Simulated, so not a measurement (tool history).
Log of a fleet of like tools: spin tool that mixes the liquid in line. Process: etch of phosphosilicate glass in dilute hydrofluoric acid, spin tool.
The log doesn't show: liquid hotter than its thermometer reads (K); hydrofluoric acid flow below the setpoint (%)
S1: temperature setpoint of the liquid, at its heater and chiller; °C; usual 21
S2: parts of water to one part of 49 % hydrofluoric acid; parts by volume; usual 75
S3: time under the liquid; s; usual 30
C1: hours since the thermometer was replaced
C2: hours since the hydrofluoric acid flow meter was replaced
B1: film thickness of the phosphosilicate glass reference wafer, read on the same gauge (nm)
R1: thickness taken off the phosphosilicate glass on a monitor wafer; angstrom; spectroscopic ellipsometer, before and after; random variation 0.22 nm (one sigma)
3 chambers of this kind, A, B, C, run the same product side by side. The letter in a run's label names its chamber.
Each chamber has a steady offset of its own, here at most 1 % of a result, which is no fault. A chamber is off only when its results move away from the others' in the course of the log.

run 1C hour=5.4 | S1=21 S2=75 S3=30 | C1=695.4 C2=681.7 | B1=79.984 | R1=555.56
run 2A hour=9.2 | S1=21 S2=75 S3=30 | C1=236.5 C2=580.9 | B1=80.026 | R1=547.81
run 3B hour=15.4 | S1=21 S2=75 S3=30 | C1=432.4 C2=881.3 | B1=80.003 | R1=555.23
-- hour=17 chamber B: hydrofluoric acid flow meter replaced
run 4C hour=22.8 | S1=21 S2=75 S3=30 | C1=712.8 C2=699.1 | B1=79.989 | R1=552.91
run 5A hour=30.3 | S1=21 S2=75 S3=30 | C1=257.6 C2=602 | B1=79.974 | R1=546.18
run 6B hour=37.3 | S1=21 S2=110 S3=15 | C1=454.3 C2=20.3 | B1=80.01 | R1=180.36
run 7C hour=44.8 | S1=21 S2=110 S3=15 | C1=734.8 C2=721.1 | B1=79.971 | R1=183.16
run 8A hour=49.8 | S1=21 S2=110 S3=15 | C1=277.1 C2=621.5 | B1=80.012 | R1=179.83
run 9B hour=56.2 | S1=21 S2=75 S3=30 | C1=473.2 C2=39.2 | B1=79.988 | R1=554.27
run 10B hour=60.6 | S1=21 S2=75 S3=30 | C1=477.6 C2=43.6 | B1=80.016 | R1=550.8
run 11A hour=64.1 | S1=21 S2=75 S3=30 | C1=291.4 C2=635.8 | B1=79.987 | R1=548.06
run 12C hour=70.5 | S1=21 S2=75 S3=30 | C1=760.5 C2=746.8 | B1=80.005 | R1=556.14
run 13A hour=76.7 | S1=21 S2=60 S3=50 | C1=304 C2=648.4 | B1=79.992 | R1=1153
run 14B hour=81.5 | S1=21 S2=60 S3=50 | C1=498.5 C2=64.5 | B1=80.008 | R1=1170
run 15C hour=88.8 | S1=21 S2=60 S3=50 | C1=778.8 C2=765.1 | B1=80.009 | R1=1183.1
run 16C hour=95.2 | S1=21 S2=75 S3=30 | C1=785.2 C2=771.5 | B1=80.006 | R1=555.26
run 17B hour=101.8 | S1=21 S2=75 S3=30 | C1=518.8 C2=84.8 | B1=79.985 | R1=550.37
run 18A hour=105.5 | S1=21 S2=75 S3=30 | C1=332.8 C2=677.2 | B1=79.993 | R1=546.98
run 19A hour=110.2 | S1=21 S2=75 S3=30 | C1=337.5 C2=681.9 | B1=80.013 | R1=548.93
run 20C hour=114.9 | S1=24 S2=105 S3=30 | C1=804.9 C2=791.2 | B1=79.97 | R1=431.58
run 21B hour=122 | S1=24 S2=105 S3=30 | C1=539 C2=105 | B1=80.002 | R1=428.58
run 22A hour=126.9 | S1=24 S2=105 S3=30 | C1=354.2 C2=698.6 | B1=80.023 | R1=428.18
run 23B hour=131.2 | S1=21 S2=75 S3=30 | C1=548.2 C2=114.2 | B1=79.991 | R1=548.88
run 24C hour=137.3 | S1=21 S2=75 S3=30 | C1=827.3 C2=813.6 | B1=80.008 | R1=552.37
run 25B hour=143 | S1=21 S2=75 S3=30 | C1=560 C2=126 | B1=79.994 | R1=551.05
run 26C hour=147.4 | S1=21 S2=75 S3=30 | C1=837.4 C2=823.7 | B1=80.042 | R1=556.62
run 27A hour=153.3 | S1=21 S2=75 S3=30 | C1=380.6 C2=725 | B1=79.987 | R1=548.09
run 28B hour=158.9 | S1=21 S2=75 S3=30 | C1=575.9 C2=141.9 | B1=79.997 | R1=549.77
run 29C hour=162.7 | S1=21 S2=60 S3=20 | C1=852.7 C2=839 | B1=80.002 | R1=467.63
run 30A hour=167.2 | S1=21 S2=60 S3=20 | C1=394.5 C2=738.9 | B1=79.998 | R1=464.43
run 31A hour=174.3 | S1=21 S2=60 S3=20 | C1=401.6 C2=746 | B1=79.991 | R1=464.45
run 32C hour=179.5 | S1=21 S2=75 S3=30 | C1=869.5 C2=855.8 | B1=80.009 | R1=555.89
run 33B hour=186.4 | S1=21 S2=75 S3=30 | C1=603.4 C2=169.4 | B1=80.003 | R1=552.93
run 34B hour=192.7 | S1=21 S2=75 S3=30 | C1=609.7 C2=175.7 | B1=79.995 | R1=556.5

All 3 chambers run these settings next. Forecast each chamber's results:
run 35A hour=198 | S1=25 S2=75 S3=30 | R1=?
run 35B hour=198 | S1=25 S2=75 S3=30 | R1=?
run 35C hour=198 | S1=25 S2=75 S3=30 | R1=?

run=35A R1=646.39
run=35B R1=650.32
run=35C R1=658.36
